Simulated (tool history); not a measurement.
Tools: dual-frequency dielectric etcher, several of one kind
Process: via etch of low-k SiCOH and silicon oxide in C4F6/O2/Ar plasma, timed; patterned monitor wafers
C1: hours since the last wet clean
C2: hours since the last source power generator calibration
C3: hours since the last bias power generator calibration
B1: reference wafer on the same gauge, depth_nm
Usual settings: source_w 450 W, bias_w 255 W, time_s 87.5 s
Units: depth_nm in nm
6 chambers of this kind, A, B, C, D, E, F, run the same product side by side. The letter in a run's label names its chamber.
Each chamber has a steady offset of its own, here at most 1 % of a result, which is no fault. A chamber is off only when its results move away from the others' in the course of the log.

{"run": "1C", "hour": 4.1, "source_w": 450, "bias_w": 255, "time_s": 87.5, "C1": 82.4, "C2": 3124.4, "C3": 2538.9, "B1": 253.95, "depth_nm": 286.58}
{"run": "2F", "hour": 6.5, "source_w": 450, "bias_w": 255, "time_s": 87.5, "C1": 45.1, "C2": 1741.0, "C3": 2230.6, "B1": 253.92, "depth_nm": 286.49}
{"run": "3B", "hour": 9.0, "source_w": 450, "bias_w": 255, "time_s": 87.5, "C1": 486.5, "C2": 2347.9, "C3": 916.1, "B1": 254.04, "depth_nm": 286.3}
{"run": "4D", "hour": 12.4, "source_w": 450, "bias_w": 255, "time_s": 87.5, "C1": 190.7, "C2": 1640.8, "C3": 1021.9, "B1": 253.94, "depth_nm": 288.36}
{"run": "5A", "hour": 16.2, "source_w": 450, "bias_w": 255, "time_s": 87.5, "C1": 284.2, "C2": 2484.8, "C3": 745.1, "B1": 253.84, "depth_nm": 284.76}
{"run": "6E", "hour": 18.4, "source_w": 450, "bias_w": 255, "time_s": 87.5, "C1": 225.2, "C2": 1023.5, "C3": 3490.8, "B1": 253.84, "depth_nm": 288.71}
{"run": "7B", "hour": 22.4, "source_w": 450, "bias_w": 255, "time_s": 87.5, "C1": 499.9, "C2": 2361.3, "C3": 929.5, "B1": 253.81, "depth_nm": 285.84}
{"run": "8D", "hour": 26.3, "source_w": 450, "bias_w": 255, "time_s": 87.5, "C1": 204.6, "C2": 1654.7, "C3": 1035.8, "B1": 253.78, "depth_nm": 288.23}
{"run": "9E", "hour": 28.5, "source_w": 450, "bias_w": 255, "time_s": 67.0, "C1": 235.3, "C2": 1033.6, "C3": 3500.9, "B1": 253.77, "depth_nm": 220.98}
{"run": "10C", "hour": 30.9, "source_w": 450, "bias_w": 255, "time_s": 67.0, "C1": 109.2, "C2": 3151.2, "C3": 2565.7, "B1": 253.71, "depth_nm": 218.81}
{"run": "11A", "hour": 35.2, "source_w": 450, "bias_w": 255, "time_s": 67.0, "C1": 303.2, "C2": 2503.8, "C3": 764.1, "B1": 253.72, "depth_nm": 217.18}
{"run": "12F", "hour": 37.4, "source_w": 450, "bias_w": 255, "time_s": 67.0, "C1": 76.0, "C2": 1771.9, "C3": 2261.5, "B1": 253.64, "depth_nm": 218.9}
{"run": "13A", "hour": 40.9, "source_w": 450, "bias_w": 255, "time_s": 67.0, "C1": 308.9, "C2": 2509.5, "C3": 769.8, "B1": 253.63, "depth_nm": 217.44}
{"run": "14E", "hour": 45.2, "source_w": 450, "bias_w": 255, "time_s": 67.0, "C1": 252.0, "C2": 1050.3, "C3": 3517.6, "B1": 253.61, "depth_nm": 221.02}
{"run": "15C", "hour": 48.5, "source_w": 450, "bias_w": 255, "time_s": 87.5, "C1": 126.8, "C2": 3168.8, "C3": 2583.3, "B1": 253.49, "depth_nm": 285.42}
{"run": "16B", "hour": 50.9, "source_w": 450, "bias_w": 255, "time_s": 87.5, "C1": 528.4, "C2": 2389.8, "C3": 958.0, "B1": 253.41, "depth_nm": 286.09}
{"run": "17F", "hour": 53.6, "source_w": 450, "bias_w": 255, "time_s": 87.5, "C1": 92.2, "C2": 1788.1, "C3": 2277.7, "B1": 253.56, "depth_nm": 286.4}
{"run": "18D", "hour": 56.3, "source_w": 450, "bias_w": 255, "time_s": 87.5, "C1": 234.6, "C2": 1684.7, "C3": 1065.8, "B1": 253.48, "depth_nm": 287.86}
{"run": "19F", "hour": 58.2, "source_w": 450, "bias_w": 219, "time_s": 87.5, "C1": 96.8, "C2": 1792.7, "C3": 2282.3, "B1": 253.47, "depth_nm": 271.88}
{"run": "20A", "hour": 60.4, "source_w": 450, "bias_w": 219, "time_s": 87.5, "C1": 328.4, "C2": 2529.0, "C3": 789.3, "B1": 253.48, "depth_nm": 269.9}
{"run": "21C", "hour": 62.8, "source_w": 450, "bias_w": 219, "time_s": 87.5, "C1": 141.1, "C2": 3183.1, "C3": 2597.6, "B1": 253.4, "depth_nm": 271.17}
{"run": "22D", "hour": 66.9, "source_w": 450, "bias_w": 219, "time_s": 87.5, "C1": 245.2, "C2": 1695.3, "C3": 1076.4, "B1": 253.39, "depth_nm": 273.67}
{"run": "23B", "hour": 69.1, "source_w": 450, "bias_w": 219, "time_s": 87.5, "C1": 546.6, "C2": 2408.0, "C3": 976.2, "B1": 253.29, "depth_nm": 271.9}
{"run": "24E", "hour": 71.5, "source_w": 450, "bias_w": 219, "time_s": 87.5, "C1": 278.3, "C2": 1076.6, "C3": 3543.9, "B1": 253.29, "depth_nm": 273.45}
{"run": "25E", "hour": 74.8, "source_w": 450, "bias_w": 230, "time_s": 87.5, "C1": 281.6, "C2": 1079.9, "C3": 3547.2, "B1": 253.25, "depth_nm": 278.16}
{"run": "26F", "hour": 78.0, "source_w": 450, "bias_w": 230, "time_s": 87.5, "C1": 116.6, "C2": 1812.5, "C3": 2302.1, "B1": 253.29, "depth_nm": 275.56}
{"run": "27B", "hour": 80.3, "source_w": 450, "bias_w": 230, "time_s": 87.5, "C1": 557.8, "C2": 2419.2, "C3": 987.4, "B1": 253.24, "depth_nm": 276.01}
{"run": "28C", "hour": 82.3, "source_w": 450, "bias_w": 230, "time_s": 87.5, "C1": 160.6, "C2": 3202.6, "C3": 2617.1, "B1": 253.27, "depth_nm": 275.28}
{"run": "29D", "hour": 86.5, "source_w": 450, "bias_w": 230, "time_s": 87.5, "C1": 264.8, "C2": 1714.9, "C3": 1096.0, "B1": 253.2, "depth_nm": 277.62}
{"hour": 87.5, "done": "chamber F: source power generator calibrated"}
{"run": "30A", "hour": 89.8, "source_w": 450, "bias_w": 230, "time_s": 87.5, "C1": 357.8, "C2": 2558.4, "C3": 818.7, "B1": 253.23, "depth_nm": 273.44}
{"run": "31E", "hour": 92.2, "source_w": 450, "bias_w": 255, "time_s": 103.5, "C1": 299.0, "C2": 1097.3, "C3": 3564.6, "B1": 253.13, "depth_nm": 341.06}
{"run": "32A", "hour": 95.1, "source_w": 450, "bias_w": 255, "time_s": 103.5, "C1": 363.1, "C2": 2563.7, "C3": 824.0, "B1": 253.13, "depth_nm": 335.92}
{"run": "33F", "hour": 97.2, "source_w": 450, "bias_w": 255, "time_s": 103.5, "C1": 135.8, "C2": 9.7, "C3": 2321.3, "B1": 253.05, "depth_nm": 337.58}
{"run": "34D", "hour": 100.2, "source_w": 450, "bias_w": 255, "time_s": 103.5, "C1": 278.5, "C2": 1728.6, "C3": 1109.7, "B1": 253.05, "depth_nm": 340.14}
{"run": "35C", "hour": 103.9, "source_w": 450, "bias_w": 255, "time_s": 103.5, "C1": 182.2, "C2": 3224.2, "C3": 2638.7, "B1": 253.06, "depth_nm": 337.27}
{"run": "36B", "hour": 105.8, "source_w": 450, "bias_w": 255, "time_s": 103.5, "C1": 583.3, "C2": 2444.7, "C3": 1012.9, "B1": 253.01, "depth_nm": 337.81}
{"run": "37E", "hour": 109.9, "source_w": 450, "bias_w": 255, "time_s": 87.5, "C1": 316.7, "C2": 1115.0, "C3": 3582.3, "B1": 252.91, "depth_nm": 287.58}
{"run": "38D", "hour": 112.0, "source_w": 450, "bias_w": 255, "time_s": 87.5, "C1": 290.3, "C2": 1740.4, "C3": 1121.5, "B1": 253.05, "depth_nm": 286.92}
{"run": "39F", "hour": 114.5, "source_w": 450, "bias_w": 255, "time_s": 87.5, "C1": 153.1, "C2": 27.0, "C3": 2338.6, "B1": 252.96, "depth_nm": 285.49}
{"run": "40C", "hour": 118.8, "source_w": 450, "bias_w": 255, "time_s": 87.5, "C1": 197.1, "C2": 3239.1, "C3": 2653.6, "B1": 252.83, "depth_nm": 285.02}
{"run": "41A", "hour": 121.9, "source_w": 450, "bias_w": 255, "time_s": 87.5, "C1": 389.9, "C2": 2590.5, "C3": 850.8, "B1": 252.83, "depth_nm": 283.23}

Next, every chamber runs the same settings. What will each give?
{"run": "42A", "hour": 125.0, "source_w": 400, "bias_w": 255, "time_s": 87.5, "depth_nm": "?"}
{"run": "42B", "hour": 125.0, "source_w": 400, "bias_w": 255, "time_s": 87.5, "depth_nm": "?"}
{"run": "42C", "hour": 125.0, "source_w": 400, "bias_w": 255, "time_s": 87.5, "depth_nm": "?"}
{"run": "42D", "hour": 125.0, "source_w": 400, "bias_w": 255, "time_s": 87.5, "depth_nm": "?"}
{"run": "42E", "hour": 125.0, "source_w": 400, "bias_w": 255, "time_s": 87.5, "depth_nm": "?"}
{"run": "42F", "hour": 125.0, "source_w": 400, "bias_w": 255, "time_s": 87.5, "depth_nm": "?"}

run=42A depth_nm=271.04
run=42B depth_nm=272.37
run=42C depth_nm=272.34
run=42D depth_nm=274.13
run=42E depth_nm=274.68
run=42F depth_nm=272.67
